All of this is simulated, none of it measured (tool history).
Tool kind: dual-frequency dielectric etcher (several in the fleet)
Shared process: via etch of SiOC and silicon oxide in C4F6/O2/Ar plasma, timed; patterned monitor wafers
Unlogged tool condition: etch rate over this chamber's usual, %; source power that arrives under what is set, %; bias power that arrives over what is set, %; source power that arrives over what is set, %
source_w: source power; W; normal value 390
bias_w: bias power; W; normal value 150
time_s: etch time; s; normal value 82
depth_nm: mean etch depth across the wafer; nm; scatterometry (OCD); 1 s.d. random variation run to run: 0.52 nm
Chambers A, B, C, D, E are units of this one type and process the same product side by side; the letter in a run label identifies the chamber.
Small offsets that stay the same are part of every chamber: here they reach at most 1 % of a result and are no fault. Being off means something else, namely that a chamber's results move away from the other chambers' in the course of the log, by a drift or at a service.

run	hour	source_w	bias_w	time_s	hours since the last wet clean	hours since the last source power generator calibration	hours since the last bias power generator calibration	read-back reference wafer on the same gauge, depth_nm	depth_nm
1B	5	390	150	82	385.6	2264.6	986.7	88.933	86.581
2D	9.4	390	150	82	529.8	276.5	1547.5	88.981	87.091
3C	15	390	150	82	140.6	1311.4	94	88.828	86.3
4E	23.9	390	150	82	50.7	2798.4	1226.9	89.092	87.176
5A	32.6	330	150	72.5	538.7	3319	491.8	89.06	71.802
6A	39.7	330	150	72.5	545.8	3326.1	498.9	88.93	71.234
7E	48.9	330	150	72.5	75.7	2823.4	1251.9	88.978	72.167
8B	57.7	330	150	72.5	438.3	2317.3	1039.4	89.01	71.383
9D	65.3	330	150	72.5	585.7	332.4	1603.4	89.005	71.873
# hour 66.1: chamber B: wet clean of the chamber
10C	71.6	390	150	82	197.2	1368	150.6	89.152	86.701
11A	78.6	390	150	82	584.7	3365	537.8	89.002	86.819
# hour 85.3: chamber A: wet clean of the chamber
12E	85.8	390	150	82	112.6	2860.3	1288.8	89.108	87.162
13B	94.7	390	150	82	28.6	2354.3	1076.4	89.015	87.165
14C	104	390	150	82	229.6	1400.4	183	88.987	86.552
15D	113.5	390	150	82	633.9	380.6	1651.6	89.063	86.601
# hour 113.6: chamber D: wet clean of the chamber
16D	117.7	390	150	82	4.2	384.8	1655.8	89.086	86.402
17A	123.4	390	150	82	38.1	3409.8	582.6	88.98	86.337
18E	128.4	390	150	82	155.2	2902.9	1331.4	88.983	86.444
19B	132.6	390	150	82	66.5	2392.2	1114.3	89.034	86.584
20C	141.7	300	150	82	267.3	1438.1	220.7	88.905	78.438
21B	151.1	300	150	82	85	2410.7	1132.8	88.958	78.71
22D	155.4	300	150	82	41.9	422.5	1693.5	89.116	78.731
23C	159.5	300	150	82	285.1	1455.9	238.5	88.954	78.253
24E	168.6	300	150	82	195.4	2943.1	1371.6	88.777	78.891
25A	175.8	390	150	82	90.5	3462.2	635	88.858	86.712
26D	181.6	390	150	82	68.1	448.7	1719.7	88.928	86.671
# hour 185.7: chamber A: source power generator calibrated
27B	189.1	390	150	82	123	2448.7	1170.8	88.984	85.801
28E	197.1	390	150	82	223.9	2971.6	1400.1	88.95	87.037
29A	202.3	390	150	82	117	16.7	661.5	88.956	84.681
30C	211.2	390	150	82	336.8	1507.6	290.2	88.909	87.032

Is one chamber out of step, is the gauge drifting, or do the chambers differ by no more than their own small offsets? For an off chamber, give its letter and the likeliest cause.

Beyond each chamber's small constant offset nothing stands out, and the gauge stays steady.

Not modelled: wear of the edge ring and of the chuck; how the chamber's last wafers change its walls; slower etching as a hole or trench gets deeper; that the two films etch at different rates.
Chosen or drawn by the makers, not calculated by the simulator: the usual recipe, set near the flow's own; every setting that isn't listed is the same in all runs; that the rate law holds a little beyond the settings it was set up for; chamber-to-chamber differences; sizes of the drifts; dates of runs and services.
